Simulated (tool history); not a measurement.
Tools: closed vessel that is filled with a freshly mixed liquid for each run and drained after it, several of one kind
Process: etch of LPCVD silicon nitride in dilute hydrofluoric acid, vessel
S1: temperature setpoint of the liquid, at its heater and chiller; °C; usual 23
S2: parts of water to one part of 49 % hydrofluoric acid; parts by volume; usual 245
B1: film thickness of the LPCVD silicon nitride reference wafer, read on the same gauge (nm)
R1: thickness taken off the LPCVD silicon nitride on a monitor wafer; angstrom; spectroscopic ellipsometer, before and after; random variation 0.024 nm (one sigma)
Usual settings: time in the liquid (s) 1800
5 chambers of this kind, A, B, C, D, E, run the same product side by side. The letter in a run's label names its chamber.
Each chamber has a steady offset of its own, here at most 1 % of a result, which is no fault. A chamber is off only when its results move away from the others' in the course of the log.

Run 1E, hour 8: usual settings; B1 100.06. Result: R1 33.613 angstrom.
Run 2D, hour 17: usual settings; B1 99.977. Result: R1 34.262 angstrom.
Run 3C, hour 22.7: usual settings; B1 100.01. Result: R1 34.382 angstrom.
Run 4A, hour 27.1: usual settings; B1 99.999. Result: R1 34.112 angstrom.
Run 5B, hour 33.9: usual settings; B1 100.01. Result: R1 34.402 angstrom.
Run 6D, hour 38.4: usual settings; B1 100.05. Result: R1 33.897 angstrom.
Run 7E, hour 48: usual settings; B1 100.01. Result: R1 33.723 angstrom.
Run 8B, hour 55.7: usual settings; B1 99.974. Result: R1 34.206 angstrom.
Run 9A, hour 62.8: usual settings; B1 100.06. Result: R1 33.862 angstrom.
Run 10C, hour 70.8: usual settings; B1 100.04. Result: R1 34.139 angstrom.
At hour 71.8: chamber E: hydrofluoric acid flow meter replaced.
Run 11B, hour 79.8: usual settings but S1 21 °C, S2 330 parts by volume; B1 99.999. Result: R1 22.576 angstrom.
Run 12C, hour 85.7: usual settings but S1 21 °C, S2 330 parts by volume; B1 99.969. Result: R1 22.692 angstrom.
Run 13D, hour 91.8: usual settings but S1 21 °C, S2 330 parts by volume; B1 100.01. Result: R1 22.363 angstrom.
Run 14E, hour 96.1: usual settings but S1 21 °C, S2 330 parts by volume; B1 100.01. Result: R1 22.526 angstrom.
Run 15A, hour 101.7: usual settings but S1 21 °C, S2 330 parts by volume; B1 99.998. Result: R1 22.688 angstrom.
Run 16B, hour 107.6: usual settings but S2 210 parts by volume, time in the liquid (s) 2225; B1 100.01. Result: R1 49.38 angstrom.
Run 17E, hour 116.5: usual settings but S2 210 parts by volume, time in the liquid (s) 2225; B1 99.984. Result: R1 49.499 angstrom.
Run 18A, hour 124.1: usual settings but S2 210 parts by volume, time in the liquid (s) 2225; B1 99.972. Result: R1 49.198 angstrom.
Run 19C, hour 132.6: usual settings but S2 210 parts by volume, time in the liquid (s) 2225; B1 99.986. Result: R1 49.734 angstrom.
Run 20D, hour 138.9: usual settings but S2 210 parts by volume, time in the liquid (s) 2225; B1 100. Result: R1 49.114 angstrom.
Run 21E, hour 145.9: usual settings; B1 99.977. Result: R1 33.899 angstrom.
Run 22A, hour 154.3: usual settings; B1 100.03. Result: R1 34.086 angstrom.
Run 23C, hour 162.8: usual settings; B1 100.04. Result: R1 34.416 angstrom.
Run 24B, hour 169: usual settings; B1 99.999. Result: R1 34.118 angstrom.
Run 25D, hour 175: usual settings; B1 99.998. Result: R1 34.047 angstrom.
Run 26A, hour 182.8: usual settings; B1 99.981. Result: R1 33.707 angstrom.
Run 27E, hour 190.2: usual settings; B1 99.99. Result: R1 33.878 angstrom.
Run 28C, hour 196.8: usual settings; B1 99.977. Result: R1 33.838 angstrom.
Run 29B, hour 206.4: usual settings; B1 99.979. Result: R1 34.067 angstrom.
Run 30D, hour 213.3: usual settings; B1 99.98. Result: R1 34.279 angstrom.
Run 31B, hour 222.4: usual settings; B1 99.927. Result: R1 34.307 angstrom.

Next, every chamber runs the same settings. What will each give?
Run 32A, hour 229.4: usual settings. Result: R1 ?.
Run 32B, hour 229.4: usual settings. Result: R1 ?.
Run 32C, hour 229.4: usual settings. Result: R1 ?.
Run 32D, hour 229.4: usual settings. Result: R1 ?.
Run 32E, hour 229.4: usual settings. Result: R1 ?.

run      R1
32A  33.958
32B  34.092
32C  34.049
32D  33.887
32E  33.873
